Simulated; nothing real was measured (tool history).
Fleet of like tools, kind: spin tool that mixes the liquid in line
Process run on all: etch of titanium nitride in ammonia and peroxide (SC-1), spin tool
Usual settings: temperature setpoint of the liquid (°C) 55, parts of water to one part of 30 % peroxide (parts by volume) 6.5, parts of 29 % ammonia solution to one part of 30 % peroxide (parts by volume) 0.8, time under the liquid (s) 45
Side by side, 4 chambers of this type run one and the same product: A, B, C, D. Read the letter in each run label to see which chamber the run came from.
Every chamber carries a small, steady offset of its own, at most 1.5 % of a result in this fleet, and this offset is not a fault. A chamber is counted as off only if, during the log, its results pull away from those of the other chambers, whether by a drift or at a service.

| run | hour | temperature setpoint of the liquid (°C) | parts of water to one part of 30 % peroxide (parts by volume) | parts of 29 % ammonia solution to one part of 30 % peroxide (parts by volume) | time under the liquid (s) | read-back film thickness of the titanium nitride reference wafer, read on the same gauge (nm) | thickness taken off the titanium nitride on a monitor wafer (Å) |
|---|---|---|---|---|---|---|---|
| 1C | 8.4 | 55 | 6.5 | 0.8 | 45 | 120 | 50.071 |
|  | 15.7 | chamber C: ammonia flow meter replaced |
| 2B | 15.8 | 55 | 6.5 | 0.8 | 45 | 120.01 | 50.348 |
|  | 21 | chamber A: new drum of ammonia solution connected |
| 3D | 23.9 | 55 | 6.5 | 0.8 | 45 | 120.04 | 49.728 |
| 4A | 32.8 | 55 | 6.5 | 0.8 | 45 | 120 | 49.199 |
| 5B | 39.5 | 52 | 6.5 | 1 | 45 | 120.01 | 41.532 |
| 6A | 43.5 | 52 | 6.5 | 1 | 45 | 120 | 41.01 |
|  | 46.1 | chamber D: ammonia flow meter replaced |
| 7D | 48.9 | 52 | 6.5 | 1 | 45 | 120.01 | 41.702 |
| 8C | 55.7 | 52 | 6.5 | 1 | 45 | 120.01 | 41.894 |
| 9C | 61.6 | 55 | 6.5 | 0.8 | 45 | 119.99 | 48.653 |
| 10D | 68.5 | 55 | 6.5 | 0.8 | 45 | 120.01 | 48.674 |
| 11A | 73.6 | 55 | 6.5 | 0.8 | 45 | 119.98 | 48.921 |
| 12B | 77.5 | 55 | 6.5 | 0.8 | 45 | 120.01 | 49.366 |
| 13D | 81.9 | 55 | 6.5 | 0.8 | 45 | 120 | 49.448 |
| 14C | 89.2 | 55 | 6.5 | 0.8 | 45 | 120.01 | 49.516 |
| 15B | 95.3 | 55 | 6.5 | 0.8 | 45 | 120 | 49.308 |
| 16A | 99.6 | 55 | 9 | 0.95 | 45 | 120.01 | 42.651 |
| 17B | 105.4 | 55 | 9 | 0.95 | 45 | 120.01 | 43.318 |
| 18C | 112.9 | 55 | 9 | 0.95 | 45 | 120 | 44.193 |
| 19A | 117.3 | 55 | 9 | 0.95 | 45 | 119.96 | 43.618 |
| 20D | 125.1 | 55 | 6.5 | 0.8 | 45 | 119.99 | 49.547 |
| 21B | 131.3 | 55 | 9 | 0.95 | 45 | 119.99 | 43.053 |
| 22C | 139.6 | 55 | 9 | 0.95 | 45 | 120.01 | 43.722 |
|  | 143.2 | chamber B: heated supply line repaired |
| 23D | 143.8 | 55 | 9 | 0.95 | 45 | 119.98 | 42.312 |
| 24A | 150.7 | 55 | 9 | 0.95 | 45 | 120.02 | 42.775 |
| 25C | 158.5 | 55 | 6.5 | 0.8 | 45 | 120 | 49.547 |
| 26D | 166.6 | 55 | 5 | 1 | 45 | 120.01 | 57.199 |
| 27A | 173.3 | 55 | 5 | 1 | 45 | 120.01 | 57.15 |
|  | 173.4 | chamber C: thermometer replaced |
| 28B | 179.8 | 55 | 5 | 1 | 45 | 120.01 | 56.491 |
| 29A | 187.3 | 55 | 5 | 1 | 45 | 120.03 | 56.853 |
| 30C | 193 | 55 | 6.5 | 0.8 | 45 | 120 | 48.915 |
| 31B | 198.7 | 55 | 6.5 | 0.8 | 45 | 119.98 | 49.869 |
| 32D | 205.9 | 55 | 6.5 | 0.6 | 45 | 120.01 | 47.098 |
| 33C | 212.6 | 55 | 6.5 | 0.6 | 45 | 120.01 | 47.209 |
| 34D | 219.5 | 55 | 6.5 | 0.6 | 45 | 120 | 46.529 |
| 35B | 225.6 | 55 | 6.5 | 0.6 | 45 | 119.98 | 47.364 |
| 36A | 230.3 | 55 | 6.5 | 0.8 | 45 | 120 | 48.051 |
| 37C | 234.4 | 55 | 6.5 | 0.8 | 45 | 120.01 | 49.016 |
| 38D | 242.7 | 55 | 6.5 | 0.8 | 45 | 120 | 49.345 |
| 39A | 249.6 | 55 | 6.5 | 0.8 | 45 | 120.02 | 48.452 |
| 40B | 258.4 | 55 | 6.5 | 0.8 | 45 | 120.01 | 49.23 |
| 41C | 267.3 | 55 | 6.5 | 0.8 | 45 | 119.98 | 49.62 |
| 42D | 273.8 | 55 | 6.5 | 0.5 | 45 | 120.01 | 45.353 |

Next, every chamber runs the same settings. What will each give?
| 43A | 280.2 | 55 | 6.5 | 0.8 | 45 |  | ? |
| 43B | 280.2 | 55 | 6.5 | 0.8 | 45 |  | ? |
| 43C | 280.2 | 55 | 6.5 | 0.8 | 45 |  | ? |
| 43D | 280.2 | 55 | 6.5 | 0.8 | 45 |  | ? |

| run | thickness taken off the titanium nitride on a monitor wafer (Å) |
|---|---|
| 43A | 48.978 |
| 43B | 49.28 |
| 43C | 50.098 |
| 43D | 49.16 |

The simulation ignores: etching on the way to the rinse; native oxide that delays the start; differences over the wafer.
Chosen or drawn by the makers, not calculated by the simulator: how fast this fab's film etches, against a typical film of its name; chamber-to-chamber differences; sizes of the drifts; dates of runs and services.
